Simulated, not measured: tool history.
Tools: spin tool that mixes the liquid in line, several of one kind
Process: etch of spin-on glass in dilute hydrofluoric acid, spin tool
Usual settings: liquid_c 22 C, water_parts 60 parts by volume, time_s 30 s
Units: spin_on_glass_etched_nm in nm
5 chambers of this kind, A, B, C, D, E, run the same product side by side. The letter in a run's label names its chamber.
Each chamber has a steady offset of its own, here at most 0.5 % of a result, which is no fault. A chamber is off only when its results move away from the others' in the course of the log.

run,hour,liquid_c,water_parts,time_s,hours since the thermometer was replaced,hours since the hydrofluoric acid flow meter was replaced,"read-back film thickness of the spin-on glass reference wafer, read on the same gauge (nm)",spin_on_glass_etched_nm
1E,4.5,22,60,30,691.5,2252.5,130,16.079
2A,7.3,22,60,30,193,842.4,129.99,16.015
3D,12.3,22,60,30,945.5,64.3,130.02,16.128
4B,17,22,60,30,347.8,586.3,130,16.004
5C,21.5,22,60,30,51.4,788.9,130,15.91
6D,25.9,22,60,30,959.1,77.9,129.98,16.027
7C,32,22,60,30,61.9,799.4,130.03,15.913
8A,36.1,22,60,30,221.8,871.2,129.99,15.956
9B,40.2,22,60,30,371,609.5,130,16.327
10E,43.2,22,60,30,730.2,2291.2,129.99,16.436
11A,46.2,22,60,30,231.9,881.3,129.99,16.233
# hour 47.4: chamber B: hydrofluoric acid flow meter replaced
12B,52.2,22,60,30,383,4.8,130,15.686
13D,58.2,22,60,30,991.4,110.2,129.99,15.981
14E,64.2,22,60,30,751.2,2312.2,130,16.302
15C,67.9,22,60,30,97.8,835.3,130,16.152
16A,74.1,18.5,60,45,259.8,909.2,130,20.749
17C,79,18.5,60,45,108.9,846.4,129.98,20.713
18E,82.2,18.5,60,45,769.2,2330.2,130.04,21.049
19D,86.9,18.5,60,45,1020.1,138.9,130,20.899
20B,90.3,18.5,60,45,421.1,42.9,130.01,20.93
21B,94.1,22,60,30,424.9,46.7,130,16.024
22C,97.6,22,60,30,127.5,865,130.02,15.991
23E,103.4,22,60,30,790.4,2351.4,130.02,15.758
# hour 106: chamber E: hydrofluoric acid flow meter replaced
24D,107.4,22,60,30,1040.6,159.4,130,16.249
25A,113.4,22,60,30,299.1,948.5,130.02,15.912
26D,118.4,22,60,30,1051.6,170.4,129.97,16.147
27B,124.4,22,60,30,455.2,77,130,15.95
28A,130.5,22,60,30,316.2,965.6,130.01,16.321
29E,135.8,22,60,30,822.8,29.9,130.02,15.211
30C,140,22,60,30,169.9,907.4,129.98,16.078
31D,143.1,22,60,30,1076.3,195.1,129.99,15.849
32C,146.2,22,60,30,176.1,913.6,130.02,15.949
33A,151.5,22,60,30,337.2,986.6,130.01,16.063
34B,154.5,22,60,30,485.3,107.1,130.02,16.028
35E,158.6,22,60,30,845.6,52.7,130,14.762
36C,163.3,22,60,30,193.2,930.7,129.97,15.881
37A,169.6,22,60,30,355.3,1004.7,130,16.216
38E,172.4,22,60,30,859.4,66.5,130,14.735
39B,175.7,22,60,30,506.5,128.3,130,16.031
40D,181.3,22,60,30,1114.5,233.3,130,16.015
41C,187.1,22,60,30,217,954.5,130,16.058
42D,192.3,22,60,30,1125.5,244.3,130.01,16.133
43B,197.1,22,60,30,527.9,149.7,130.02,15.689

What goes on in this fleet: one chamber off, a drifting gauge, or nothing beyond the chambers' own small offsets? Name the chamber and the cause, if any.

Chamber E drifts away from the others.
Cause: liquid colder than its thermometer reads (K) = 2.56.

Here are 4 candidates for chamber E's next run, each the usual settings with a change, their results left as question marks. Which one brings its results back in line with what the others give on the usual settings?
In line means no further than this from the other chambers' mean on the usual settings: spin_on_glass_etched_nm 0.53 nm
44E-1,201.6,22,55,30,,,,?
44E-2,201.6,19.5,60,30,,,,?
44E-3,201.6,23,60,30,,,,?
44E-4,201.6,21,60,30,,,,?

The other chambers' mean on the usual settings: spin_on_glass_etched_nm 16.006 nm
run,spin_on_glass_etched_nm
44E-1,15.722
44E-2,12.879
44E-3,14.92
44E-4,13.725
44E-1 brings the chamber back in line.
